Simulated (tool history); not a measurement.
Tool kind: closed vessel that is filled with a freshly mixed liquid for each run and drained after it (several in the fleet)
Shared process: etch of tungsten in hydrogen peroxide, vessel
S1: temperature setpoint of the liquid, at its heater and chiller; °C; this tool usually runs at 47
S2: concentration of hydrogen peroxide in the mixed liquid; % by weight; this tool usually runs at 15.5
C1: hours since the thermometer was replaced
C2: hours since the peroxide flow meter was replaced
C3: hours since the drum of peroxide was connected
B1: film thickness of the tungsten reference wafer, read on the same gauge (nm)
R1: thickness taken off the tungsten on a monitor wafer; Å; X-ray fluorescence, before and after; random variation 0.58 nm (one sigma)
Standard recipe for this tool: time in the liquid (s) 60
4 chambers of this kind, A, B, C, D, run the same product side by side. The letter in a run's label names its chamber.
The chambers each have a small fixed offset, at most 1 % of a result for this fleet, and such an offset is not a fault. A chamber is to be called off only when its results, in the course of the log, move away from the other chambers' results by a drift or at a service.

At hour 7.8: chamber C: new drum of peroxide connected.
Run 1C, hour 7.9: usual settings; C1 472.5; C2 75.7; C3 0.1; B1 89.957. Result: R1 637.7 Å.
At hour 12: chamber D: new drum of peroxide connected.
Run 2D, hour 12.8: usual settings; C1 356; C2 1137.1; C3 0.8; B1 90.011. Result: R1 640.67 Å.
Run 3A, hour 19.1: usual settings; C1 418.8; C2 2022.1; C3 259.2; B1 89.942. Result: R1 629.15 Å.
Run 4B, hour 27.5: usual settings; C1 257.6; C2 32.5; C3 257.8; B1 89.997. Result: R1 627.99 Å.
Run 5B, hour 32.9: usual settings but S1 38.5 °C, S2 19 % by weight; C1 263; C2 37.9; C3 263.2; B1 90.011. Result: R1 413.19 Å.
Run 6C, hour 38.7: usual settings but S1 38.5 °C, S2 19 % by weight; C1 503.3; C2 106.5; C3 30.9; B1 89.996. Result: R1 413.22 Å.
Run 7D, hour 46: usual settings but S1 38.5 °C, S2 19 % by weight; C1 389.2; C2 1170.3; C3 34; B1 90.038. Result: R1 403.67 Å.
Run 8A, hour 52.5: usual settings but S1 38.5 °C, S2 19 % by weight; C1 452.2; C2 2055.5; C3 292.6; B1 90.008. Result: R1 409.8 Å.
Run 9C, hour 57.8: usual settings; C1 522.4; C2 125.6; C3 50; B1 89.957. Result: R1 635.87 Å.
Run 10A, hour 66.5: usual settings but S2 14 % by weight; C1 466.2; C2 2069.5; C3 306.6; B1 89.975. Result: R1 609.88 Å.
Run 11B, hour 73.7: usual settings but S2 14 % by weight; C1 303.8; C2 78.7; C3 304; B1 89.987. Result: R1 606.93 Å.
At hour 80.6: chamber B: new drum of peroxide connected.
Run 12D, hour 81.5: usual settings but S2 14 % by weight; C1 424.7; C2 1205.8; C3 69.5; B1 90.004. Result: R1 606.29 Å.
At hour 87.9: chamber A: peroxide flow meter replaced.
Run 13A, hour 88.3: usual settings but S2 14 % by weight; C1 488; C2 0.5; C3 328.4; B1 89.993. Result: R1 620.14 Å.
Run 14C, hour 93.9: usual settings; C1 558.5; C2 161.7; C3 86.1; B1 90.014. Result: R1 636.91 Å.
Run 15B, hour 102.9: usual settings; C1 333; C2 107.9; C3 22.3; B1 89.952. Result: R1 645.01 Å.
Run 16D, hour 109.6: usual settings; C1 452.8; C2 1233.9; C3 97.6; B1 90.019. Result: R1 643.55 Å.
Run 17D, hour 118.2: usual settings; C1 461.4; C2 1242.5; C3 106.2; B1 89.983. Result: R1 637.73 Å.
Run 18A, hour 123.3: usual settings; C1 523; C2 35.5; C3 363.4; B1 89.994. Result: R1 662.26 Å.
Run 19C, hour 130: usual settings but time in the liquid (s) 80; C1 594.6; C2 197.8; C3 122.2; B1 90.015. Result: R1 846.79 Å.
Run 20B, hour 138: usual settings but time in the liquid (s) 80; C1 368.1; C2 143; C3 57.4; B1 90.022. Result: R1 852.67 Å.
Run 21A, hour 148.1: usual settings but time in the liquid (s) 80; C1 547.8; C2 60.3; C3 388.2; B1 89.956. Result: R1 901.53 Å.
Run 22C, hour 157.7: usual settings but time in the liquid (s) 80; C1 622.3; C2 225.5; C3 149.9; B1 89.992. Result: R1 840.15 Å.
Run 23B, hour 163.6: usual settings; C1 393.7; C2 168.6; C3 83; B1 89.964. Result: R1 651.5 Å.
Run 24D, hour 171.5: usual settings; C1 514.7; C2 1295.8; C3 159.5; B1 90.026. Result: R1 633.39 Å.
At hour 175.2: chamber A: new drum of peroxide connected.
Run 25A, hour 178.2: usual settings; C1 577.9; C2 90.4; C3 3.1; B1 89.986. Result: R1 692.48 Å.
Run 26C, hour 187.1: usual settings but S1 44 °C, time in the liquid (s) 40; C1 651.7; C2 254.9; C3 179.3; B1 90.041. Result: R1 351.26 Å.

Predict what each chamber gives when all 4 of them run the settings below next.
Run 27A, hour 194.4: usual settings. Result: R1 ?.
Run 27B, hour 194.4: usual settings. Result: R1 ?.
Run 27C, hour 194.4: usual settings. Result: R1 ?.
Run 27D, hour 194.4: usual settings. Result: R1 ?.

run      R1
27A  688.46
27B  637.36
27C  638.35
27D  636.49
